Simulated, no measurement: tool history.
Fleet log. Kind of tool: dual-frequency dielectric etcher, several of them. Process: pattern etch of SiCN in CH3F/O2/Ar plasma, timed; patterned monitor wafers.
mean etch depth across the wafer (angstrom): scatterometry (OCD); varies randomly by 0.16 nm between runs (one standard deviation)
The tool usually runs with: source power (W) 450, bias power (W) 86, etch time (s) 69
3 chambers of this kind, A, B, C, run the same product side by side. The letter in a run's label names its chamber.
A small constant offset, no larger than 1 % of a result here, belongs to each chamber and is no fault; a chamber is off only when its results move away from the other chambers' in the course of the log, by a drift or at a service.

run    day  source power (W)  bias power (W)  etch time (s)  hours since the last wet clean  hours since the last source power generator calibration  hours since the last bias power generator calibration  read-back reference wafer on the same gauge, depth_nm  mean etch depth across the wafer (angstrom)
 1B  0.225               450              86             69                           159.2                                                   1300.3                                                 1027.7                                                  29.65                                       290.51
 2A  0.425               450              86             69                           456.2                                                   2225.4                                                 1696.8                                                 29.591                                       292.28
 3C  0.758               450              86             69                             348                                                   3211.7                                                  116.7                                                 29.626                                       286.08
 4B    1.1               450              86             69                           180.2                                                   1321.3                                                 1048.7                                                 29.629                                       290.05
 5C  1.492               450              86             69                           365.6                                                   3229.3                                                  134.3                                                 29.605                                       289.15
 6A    1.7               450              86             69                           486.8                                                     2256                                                 1727.4                                                 29.569                                       290.29
 7A  2.129               450              86             69                           497.1                                                   2266.3                                                 1737.7                                                 29.606                                       289.84
 8C  2.408               450              86             69                           387.6                                                   3251.3                                                  156.3                                                 29.606                                       290.99
 9B  2.729               450             104           53.5                           219.3                                                   1360.4                                                 1087.8                                                 29.602                                       240.59
10A  2.975               450             104           53.5                           517.4                                                   2286.6                                                   1758                                                 29.668                                       240.14
11C  3.408               450             104           53.5                           411.6                                                   3275.3                                                  180.3                                                 29.627                                       245.78
12B  3.712               450              86             69                           242.9                                                     1384                                                 1111.4                                                 29.621                                       288.31
13B  4.021               450              86           78.5                           250.3                                                   1391.4                                                 1118.8                                                 29.622                                       328.56
14A  4.283               450              86           78.5                           548.8                                                     2318                                                 1789.4                                                 29.618                                       334.23
     4.312  -- chamber A: wet clean of the chamber
15C  4.567               450              86           78.5                           439.4                                                   3303.1                                                  208.1                                                 29.607                                       335.54
16A  5.004               450              86             69                            16.7                                                   2335.3                                                 1806.7                                                  29.58                                       288.89
17C  5.446               370              86             69                           460.5                                                   3324.2                                                  229.2                                                 29.635                                       272.82
18B  5.829               370              86             69                           293.7                                                   1434.8                                                 1162.2                                                 29.618                                       266.41
19B  6.217               370              86             69                             303                                                   1444.1                                                 1171.5                                                 29.587                                       270.47
20A  6.467               450              86             69                            51.8                                                   2370.4                                                 1841.8                                                 29.618                                       290.44
21C  6.792               450              86             69                           492.8                                                   3356.5                                                  261.5                                                 29.537                                       297.52
22C  7.112               450              86             69                           500.5                                                   3364.2                                                  269.2                                                 29.551                                       299.25
23A  7.308               450              86             69                              72                                                   2390.6                                                   1862                                                 29.612                                       293.31
24B  7.721               450              86             69                           339.1                                                   1480.2                                                 1207.6                                                 29.625                                       288.34
25A  8.025               450              86             69                            89.2                                                   2407.8                                                 1879.2                                                 29.593                                          291
26C  8.225               550              86             69                           527.2                                                   3390.9                                                  295.9                                                 29.614                                       322.42
27B  8.429               550              86             69                           356.1                                                   1497.2                                                 1224.6                                                 29.588                                       309.84

All 3 chambers run these settings next. Forecast each chamber's results:
28A  8.75               450              86           56.5                                                                                                                                                                                                                                                   ?
28B  8.75               450              86           56.5                                                                                                                                                                                                                                                   ?
28C  8.75               450              86           56.5                                                                                                                                                                                                                                                   ?

run  mean etch depth across the wafer (angstrom)
28A                                       236.16
28B                                       236.03
28C                                       245.97
